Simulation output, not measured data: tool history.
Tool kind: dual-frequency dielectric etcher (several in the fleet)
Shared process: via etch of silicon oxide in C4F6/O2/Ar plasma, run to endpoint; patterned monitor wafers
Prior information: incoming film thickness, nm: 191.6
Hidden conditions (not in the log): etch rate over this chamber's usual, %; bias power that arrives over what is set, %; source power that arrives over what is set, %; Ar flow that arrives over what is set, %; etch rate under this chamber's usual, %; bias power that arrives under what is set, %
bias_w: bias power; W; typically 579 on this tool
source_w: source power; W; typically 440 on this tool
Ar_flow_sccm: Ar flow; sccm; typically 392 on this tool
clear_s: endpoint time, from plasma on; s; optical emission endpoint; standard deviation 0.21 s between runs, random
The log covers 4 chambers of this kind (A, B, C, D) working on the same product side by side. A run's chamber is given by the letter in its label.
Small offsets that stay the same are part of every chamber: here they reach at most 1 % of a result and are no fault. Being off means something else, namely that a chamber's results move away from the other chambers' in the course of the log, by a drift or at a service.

run,hour,bias_w,source_w,Ar_flow_sccm,hours since the last wet clean,hours since the last bias power generator calibration,hours since the last source power generator calibration,hours since the last Ar flow controller change,clear_s
1A,5.4,579,440,392,210.9,2065.4,4283.8,2003,39.567
2B,16.3,579,440,392,189.1,1531.7,3233.7,3788,40.054
3D,23.5,579,440,392,487.4,350.3,510.4,1102.9,39.319
# hour 28.2: chamber B: source power generator calibrated
4C,33.6,579,440,392,43.9,207.8,2765.2,2082.5,39.824
5A,43.9,579,440,392,249.4,2103.9,4322.3,2041.5,38.972
6C,49.5,579,440,392,59.8,223.7,2781.1,2098.4,39.594
7D,58.9,579,440,392,522.8,385.7,545.8,1138.3,39.468
8B,65.7,579,440,392,238.5,1581.1,37.6,3837.4,39.993
# hour 74.7: chamber D: wet clean of the chamber
9C,74.8,579,440,392,85.1,249,2806.4,2123.7,39.857
10A,85.9,579,440,392,291.4,2145.9,4364.3,2083.5,39.265
11B,97.1,579,440,392,269.9,1612.5,69,3868.8,40.072
12D,102.6,579,510,392,28,429.4,589.5,1182,37.275
13A,114.5,579,510,392,320,2174.5,4392.9,2112.1,36.339
14C,123.3,579,510,392,133.6,297.5,2854.9,2172.2,37.005
15B,131.9,579,510,392,304.7,1647.3,103.8,3903.6,37.781
16D,139.7,579,440,392,65.1,466.5,626.6,1219.1,39.689
# hour 143.7: chamber B: bias power generator calibrated
17A,146.2,579,440,468,351.7,2206.2,4424.6,2143.8,39.254
18B,155,579,440,468,327.8,11.4,126.9,3926.7,40.5
19D,162.8,579,440,468,88.2,489.6,649.7,1242.2,39.889
20C,173.4,579,440,468,183.7,347.6,2905,2222.3,40.53
21C,180.3,579,440,392,190.6,354.5,2911.9,2229.2,39.949
22A,192.8,579,440,392,398.3,2252.8,4471.2,2190.4,37.542
23B,202.3,579,440,392,375.1,58.7,174.2,3974,39.867
24D,210.6,579,500,392,136,537.4,697.5,1290,37.568

For the next run the whole fleet of 4 chambers uses the same settings. Give each chamber's results:
25A,219.5,718,440,392,,,,,?
25B,219.5,718,440,392,,,,,?
25C,219.5,718,440,392,,,,,?
25D,219.5,718,440,392,,,,,?

run,clear_s
25A,33.946
25B,36.989
25C,36.487
25D,36.519
